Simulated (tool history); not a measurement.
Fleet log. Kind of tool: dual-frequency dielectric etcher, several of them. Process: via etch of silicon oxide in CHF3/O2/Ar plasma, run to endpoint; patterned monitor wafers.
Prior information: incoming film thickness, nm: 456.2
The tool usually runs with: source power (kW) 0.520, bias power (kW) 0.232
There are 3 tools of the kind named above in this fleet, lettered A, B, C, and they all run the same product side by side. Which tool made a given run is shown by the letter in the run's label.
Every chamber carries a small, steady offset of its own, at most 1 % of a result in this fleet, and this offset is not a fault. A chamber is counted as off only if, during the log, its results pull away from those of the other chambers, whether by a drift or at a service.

run,hour,source power (kW),bias power (kW),hours since the last wet clean,hours since the last source power generator calibration,hours since the last bias power generator calibration,endpoint time (s)
1C,12.4,0.520,0.232,388.5,1572.2,1833.9,221.96
2B,26.2,0.520,0.232,462.3,2627.3,1611.7,220.82
3A,33.6,0.520,0.232,318.4,1444.3,3939.6,222.92
4C,47.2,0.520,0.232,423.3,1607.0,1868.7,220.33
5B,54.4,0.520,0.232,490.5,2655.5,1639.9,220.96
6A,68.9,0.520,0.232,353.7,1479.6,3974.9,223.98
# hour 71.4: chamber C: wet clean of the chamber
7A,76.3,0.610,0.183,361.1,1487.0,3982.3,227.79
8C,89.3,0.610,0.183,18.0,1649.1,1910.8,228.35
9B,100.0,0.610,0.183,536.1,2701.1,1685.5,226.62
10A,114.2,0.520,0.232,399.0,1524.9,4020.2,222.55
11B,124.8,0.520,0.232,560.9,2725.9,1710.3,223.43
12C,134.4,0.520,0.232,63.1,1694.2,1955.9,223.05
13A,144.0,0.520,0.232,428.8,1554.7,4050.0,223.95
14B,152.2,0.580,0.259,588.3,2753.3,1737.7,205.97
# hour 160.5: chamber A: bias power generator calibrated
15C,167.1,0.580,0.259,95.8,1726.9,1988.6,204.83
# hour 175.0: chamber B: wet clean of the chamber
16C,176.5,0.580,0.259,105.2,1736.3,1998.0,203.29
17B,191.4,0.520,0.232,16.4,2792.5,1776.9,222.63
18A,200.1,0.520,0.232,484.9,1610.8,39.7,227.18
19B,212.7,0.520,0.232,37.7,2813.8,1798.2,223.14
20A,223.4,0.520,0.232,508.2,1634.1,63.0,228.55
21C,235.4,0.520,0.232,164.1,1795.2,2056.9,220.07
22A,248.8,0.520,0.232,533.6,1659.5,88.4,225.38
23B,257.1,0.520,0.232,82.1,2858.2,1842.6,225.70
24C,263.8,0.520,0.232,192.5,1823.6,2085.3,224.42
25C,273.9,0.520,0.232,202.6,1833.7,2095.4,224.16
26A,281.4,0.520,0.232,566.2,1692.1,121.0,229.02
27B,288.3,0.520,0.232,113.3,2889.4,1873.8,220.43
28A,296.2,0.520,0.232,581.0,1706.9,135.8,229.63
29B,302.9,0.520,0.232,127.9,2904.0,1888.4,223.73
30C,315.1,0.520,0.232,243.8,1874.9,2136.6,224.49
31A,323.2,0.410,0.254,608.0,1733.9,162.8,243.22
32C,337.5,0.410,0.254,266.2,1897.3,2159.0,235.89
33B,346.5,0.410,0.254,171.5,2947.6,1932.0,235.99
34A,354.8,0.520,0.232,639.6,1765.5,194.4,229.05
35C,367.0,0.520,0.232,295.7,1926.8,2188.5,222.52
36B,379.0,0.520,0.232,204.0,2980.1,1964.5,222.07
37B,391.0,0.520,0.232,216.0,2992.1,1976.5,224.99
38A,404.8,0.520,0.232,689.6,1815.5,244.4,233.98
39C,417.6,0.520,0.232,346.3,1977.4,2239.1,220.80
40C,426.5,0.520,0.232,355.2,1986.3,2248.0,224.69

Does one chamber stand apart from the rest, does the shared gauge drift, or is all well apart from small per-chamber offsets? Give the chamber and the most likely cause, where there is one.

It is chamber A that slowly wanders off from its peers.
Likeliest cause: etch rate under this chamber's usual, % = 4.05.

Here are 4 candidates for chamber A's next run, each the usual settings with a change, their results left as question marks. Which one brings its results back in line with what the others give on the usual settings?
In line here means within this much of the mean the other chambers give on the usual settings: endpoint time (s) 5.10
41A-1,437.5,0.460,0.207,,,,?
41A-2,437.5,0.580,0.257,,,,?
41A-3,437.5,0.490,0.219,,,,?
41A-4,437.5,0.550,0.245,,,,?

On the usual settings, the other chambers give on average: endpoint time (s) 222.51
run,endpoint time (s)
41A-1,254.20
41A-2,215.26
41A-3,243.18
41A-4,223.49
With 41A-4, the chamber falls back in line with the rest.
